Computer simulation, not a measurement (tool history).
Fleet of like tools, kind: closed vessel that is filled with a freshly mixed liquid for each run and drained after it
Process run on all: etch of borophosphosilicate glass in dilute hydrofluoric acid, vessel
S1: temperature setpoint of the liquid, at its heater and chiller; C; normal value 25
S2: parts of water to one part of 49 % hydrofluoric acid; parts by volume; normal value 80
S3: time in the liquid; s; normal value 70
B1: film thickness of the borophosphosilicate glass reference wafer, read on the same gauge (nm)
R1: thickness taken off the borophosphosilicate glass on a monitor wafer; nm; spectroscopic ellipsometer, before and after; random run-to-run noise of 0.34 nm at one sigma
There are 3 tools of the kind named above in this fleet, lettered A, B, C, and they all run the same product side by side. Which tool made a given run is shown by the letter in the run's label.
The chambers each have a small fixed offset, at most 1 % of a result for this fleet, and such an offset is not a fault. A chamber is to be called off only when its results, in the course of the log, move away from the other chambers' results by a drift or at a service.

Run 1A, day 0.15: usual settings; B1 99.969. Result: R1 33.946 nm.
Run 2C, day 0.271: usual settings; B1 99.981. Result: R1 34.286 nm.
Run 3B, day 0.417: usual settings; B1 99.984. Result: R1 33.585 nm.
At day 0.479: chamber B: hydrofluoric acid flow meter replaced.
Run 4A, day 0.625: usual settings; B1 100. Result: R1 33.797 nm.
Run 5B, day 0.783: usual settings; B1 100. Result: R1 32.874 nm.
Run 6C, day 0.967: usual settings but S2 50 parts by volume; B1 99.989. Result: R1 56.661 nm.
Run 7A, day 1.175: usual settings but S2 50 parts by volume; B1 100.02. Result: R1 57.37 nm.
Run 8C, day 1.4: usual settings but S2 50 parts by volume; B1 100. Result: R1 56.237 nm.
At day 1.475: chamber B: thermometer replaced.
Run 9B, day 1.542: usual settings; B1 100.01. Result: R1 32.914 nm.
Run 10A, day 1.721: usual settings; B1 99.993. Result: R1 34.778 nm.
Run 11C, day 1.892: usual settings but S1 22.5 C; B1 99.993. Result: R1 31.114 nm.
Run 12B, day 2.038: usual settings but S1 22.5 C; B1 100.01. Result: R1 30.93 nm.
Run 13C, day 2.258: usual settings but S1 22.5 C; B1 99.964. Result: R1 30.646 nm.
Run 14B, day 2.388: usual settings but S2 55 parts by volume, S3 45 s; B1 100.02. Result: R1 32.553 nm.
Run 15A, day 2.621: usual settings but S2 55 parts by volume, S3 45 s; B1 100. Result: R1 34.66 nm.
Run 16B, day 2.733: usual settings but S2 55 parts by volume, S3 45 s; B1 99.993. Result: R1 32.214 nm.
Run 17C, day 2.892: usual settings; B1 99.987. Result: R1 33.367 nm.
Run 18A, day 3.012: usual settings; B1 99.979. Result: R1 35.432 nm.
Run 19B, day 3.15: usual settings; B1 99.99. Result: R1 33.455 nm.
Run 20C, day 3.4: usual settings but S3 40 s; B1 100.01. Result: R1 19.649 nm.

Decide between three cases: one chamber stands off from its peers, the gauge reading all wafers drifts, or nothing is wrong past each chamber's small offset. Where a chamber is off, say which and what most likely put it there.

Little by little, chamber A moves away from the other chambers.
Cause: hydrofluoric acid flow above the setpoint (%) = 6.99.
The log might look much the same if the cause were instead: liquid hotter than its thermometer reads (K).

Below are 4 candidate recipes for chamber A's next run, each the usual settings with a change, their results shown as question marks. Which of them brings A's results back in line with what the other chambers give on the usual settings?
Allowed miss from the other chambers' usual-settings mean, per result, to count as in line: R1 1.2 nm
Run 21A-1, day 3.583: usual settings but S3 65 s. Result: R1 ?.
Run 21A-2, day 3.583: usual settings but S1 27 C. Result: R1 ?.
Run 21A-3, day 3.583: usual settings but S2 70 parts by volume. Result: R1 ?.
Run 21A-4, day 3.583: usual settings but S1 24.5 C, S2 90 parts by volume. Result: R1 ?.

The other chambers' mean on the usual settings: R1 33.773 nm
  run      R1
21A-1   33.84
21A-2  39.501
21A-3  42.147
21A-4  31.383
The right change is 21A-1: it brings the chamber back within the allowed miss of the others.

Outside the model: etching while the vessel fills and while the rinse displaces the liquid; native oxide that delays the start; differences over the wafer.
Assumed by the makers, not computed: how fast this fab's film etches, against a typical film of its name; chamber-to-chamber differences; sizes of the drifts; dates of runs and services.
